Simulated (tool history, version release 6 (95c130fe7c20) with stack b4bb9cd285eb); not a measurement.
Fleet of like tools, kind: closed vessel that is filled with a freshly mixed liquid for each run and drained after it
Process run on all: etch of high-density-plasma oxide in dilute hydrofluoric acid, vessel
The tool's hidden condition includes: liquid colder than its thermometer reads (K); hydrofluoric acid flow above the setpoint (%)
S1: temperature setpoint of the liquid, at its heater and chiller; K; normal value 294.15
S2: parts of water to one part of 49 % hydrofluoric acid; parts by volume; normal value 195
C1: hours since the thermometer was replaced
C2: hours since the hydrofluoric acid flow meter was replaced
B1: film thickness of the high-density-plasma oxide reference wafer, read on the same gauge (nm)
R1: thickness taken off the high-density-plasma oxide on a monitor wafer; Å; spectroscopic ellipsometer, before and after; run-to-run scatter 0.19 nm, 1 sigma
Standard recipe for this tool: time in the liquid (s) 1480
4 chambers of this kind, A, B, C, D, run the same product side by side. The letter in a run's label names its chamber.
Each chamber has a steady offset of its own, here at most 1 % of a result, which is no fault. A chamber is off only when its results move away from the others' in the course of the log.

run 1B hour=6.9 | S1=294.15 S2=195 time_in_the_liquid_(s)=1480 | C1=840.0 C2=184.7 | B1=140.01 | R1=370.70
run 2A hour=14.5 | S1=294.15 S2=195 time_in_the_liquid_(s)=1480 | C1=1284.6 C2=989.3 | B1=140.01 | R1=378.46
run 3D hour=22.6 | S1=294.15 S2=195 time_in_the_liquid_(s)=1480 | C1=2146.4 C2=919.6 | B1=139.98 | R1=376.45
run 4C hour=28.5 | S1=294.15 S2=195 time_in_the_liquid_(s)=1480 | C1=1186.1 C2=1009.7 | B1=140.00 | R1=367.56
run 5A hour=32.9 | S1=294.15 S2=195 time_in_the_liquid_(s)=1480 | C1=1303.0 C2=1007.7 | B1=140.01 | R1=375.69
run 6D hour=38.6 | S1=294.15 S2=195 time_in_the_liquid_(s)=1480 | C1=2162.4 C2=935.6 | B1=139.98 | R1=373.45
run 7C hour=46.3 | S1=294.15 S2=195 time_in_the_liquid_(s)=1480 | C1=1203.9 C2=1027.5 | B1=139.99 | R1=371.21
run 8B hour=50.7 | S1=294.15 S2=195 time_in_the_liquid_(s)=1480 | C1=883.8 C2=228.5 | B1=140.00 | R1=369.66
-- hour=54.7 chamber C: thermometer replaced
run 9D hour=58.7 | S1=294.15 S2=195 time_in_the_liquid_(s)=1480 | C1=2182.5 C2=955.7 | B1=139.98 | R1=378.04
run 10C hour=66.9 | S1=294.15 S2=195 time_in_the_liquid_(s)=1480 | C1=12.2 C2=1048.1 | B1=139.98 | R1=369.13
run 11A hour=75.3 | S1=294.15 S2=195 time_in_the_liquid_(s)=1480 | C1=1345.4 C2=1050.1 | B1=140.00 | R1=375.55
run 12B hour=81.1 | S1=294.15 S2=195 time_in_the_liquid_(s)=1480 | C1=914.2 C2=258.9 | B1=140.01 | R1=369.17
run 13C hour=85.7 | S1=294.15 S2=195 time_in_the_liquid_(s)=1480 | C1=31.0 C2=1066.9 | B1=140.02 | R1=370.82
run 14D hour=90.6 | S1=294.15 S2=195 time_in_the_liquid_(s)=1480 | C1=2214.4 C2=987.6 | B1=140.00 | R1=375.18
run 15A hour=96.3 | S1=294.15 S2=195 time_in_the_liquid_(s)=1480 | C1=1366.4 C2=1071.1 | B1=139.99 | R1=371.33
run 16B hour=103.1 | S1=294.15 S2=195 time_in_the_liquid_(s)=1480 | C1=936.2 C2=280.9 | B1=140.01 | R1=377.44
run 17C hour=109.0 | S1=294.15 S2=195 time_in_the_liquid_(s)=1480 | C1=54.3 C2=1090.2 | B1=139.99 | R1=369.92
run 18A hour=117.2 | S1=294.15 S2=235 time_in_the_liquid_(s)=1480 | C1=1387.3 C2=1092.0 | B1=140.01 | R1=295.54
run 19D hour=124.7 | S1=294.15 S2=235 time_in_the_liquid_(s)=1480 | C1=2248.5 C2=1021.7 | B1=140.00 | R1=295.92
run 20B hour=132.9 | S1=294.15 S2=235 time_in_the_liquid_(s)=1480 | C1=966.0 C2=310.7 | B1=140.02 | R1=296.89
run 21B hour=140.5 | S1=294.15 S2=235 time_in_the_liquid_(s)=1480 | C1=973.6 C2=318.3 | B1=140.00 | R1=298.44
run 22C hour=148.2 | S1=296.15 S2=195 time_in_the_liquid_(s)=2115 | C1=93.5 C2=1129.4 | B1=139.99 | R1=569.58
run 23A hour=154.7 | S1=296.15 S2=195 time_in_the_liquid_(s)=2115 | C1=1424.8 C2=1129.5 | B1=140.01 | R1=559.83
run 24D hour=161.3 | S1=296.15 S2=195 time_in_the_liquid_(s)=2115 | C1=2285.1 C2=1058.3 | B1=139.99 | R1=578.12
run 25A hour=168.5 | S1=296.15 S2=195 time_in_the_liquid_(s)=2115 | C1=1438.6 C2=1143.3 | B1=140.00 | R1=555.93
run 26B hour=172.4 | S1=294.15 S2=195 time_in_the_liquid_(s)=1480 | C1=1005.5 C2=350.2 | B1=140.01 | R1=371.50
run 27D hour=179.3 | S1=294.15 S2=195 time_in_the_liquid_(s)=1480 | C1=2303.1 C2=1076.3 | B1=140.00 | R1=375.58
run 28C hour=184.5 | S1=294.15 S2=270 time_in_the_liquid_(s)=2100 | C1=129.8 C2=1165.7 | B1=139.99 | R1=348.93
run 29C hour=189.7 | S1=294.15 S2=270 time_in_the_liquid_(s)=2100 | C1=135.0 C2=1170.9 | B1=140.00 | R1=355.75
run 30D hour=194.6 | S1=294.15 S2=270 time_in_the_liquid_(s)=2100 | C1=2318.4 C2=1091.6 | B1=140.01 | R1=356.14
run 31A hour=199.3 | S1=294.15 S2=270 time_in_the_liquid_(s)=2100 | C1=1469.4 C2=1174.1 | B1=140.00 | R1=339.83
run 32B hour=206.3 | S1=294.15 S2=105 time_in_the_liquid_(s)=2035 | C1=1039.4 C2=384.1 | B1=140.00 | R1=1027.60
run 33A hour=212.3 | S1=294.15 S2=105 time_in_the_liquid_(s)=2035 | C1=1482.4 C2=1187.1 | B1=139.99 | R1=962.39
run 34C hour=217.2 | S1=294.15 S2=105 time_in_the_liquid_(s)=2035 | C1=162.5 C2=1198.4 | B1=139.99 | R1=1033.30

The same settings go to every chamber for the next run, one line per chamber below. Forecast the results for each:
run 35A hour=223.4 | S1=296.65 S2=195 time_in_the_liquid_(s)=1480 | R1=?
run 35B hour=223.4 | S1=296.65 S2=195 time_in_the_liquid_(s)=1480 | R1=?
run 35C hour=223.4 | S1=296.65 S2=195 time_in_the_liquid_(s)=1480 | R1=?
run 35D hour=223.4 | S1=296.65 S2=195 time_in_the_liquid_(s)=1480 | R1=?

run=35A R1=385.08
run=35B R1=409.26
run=35C R1=408.78
run=35D R1=416.60

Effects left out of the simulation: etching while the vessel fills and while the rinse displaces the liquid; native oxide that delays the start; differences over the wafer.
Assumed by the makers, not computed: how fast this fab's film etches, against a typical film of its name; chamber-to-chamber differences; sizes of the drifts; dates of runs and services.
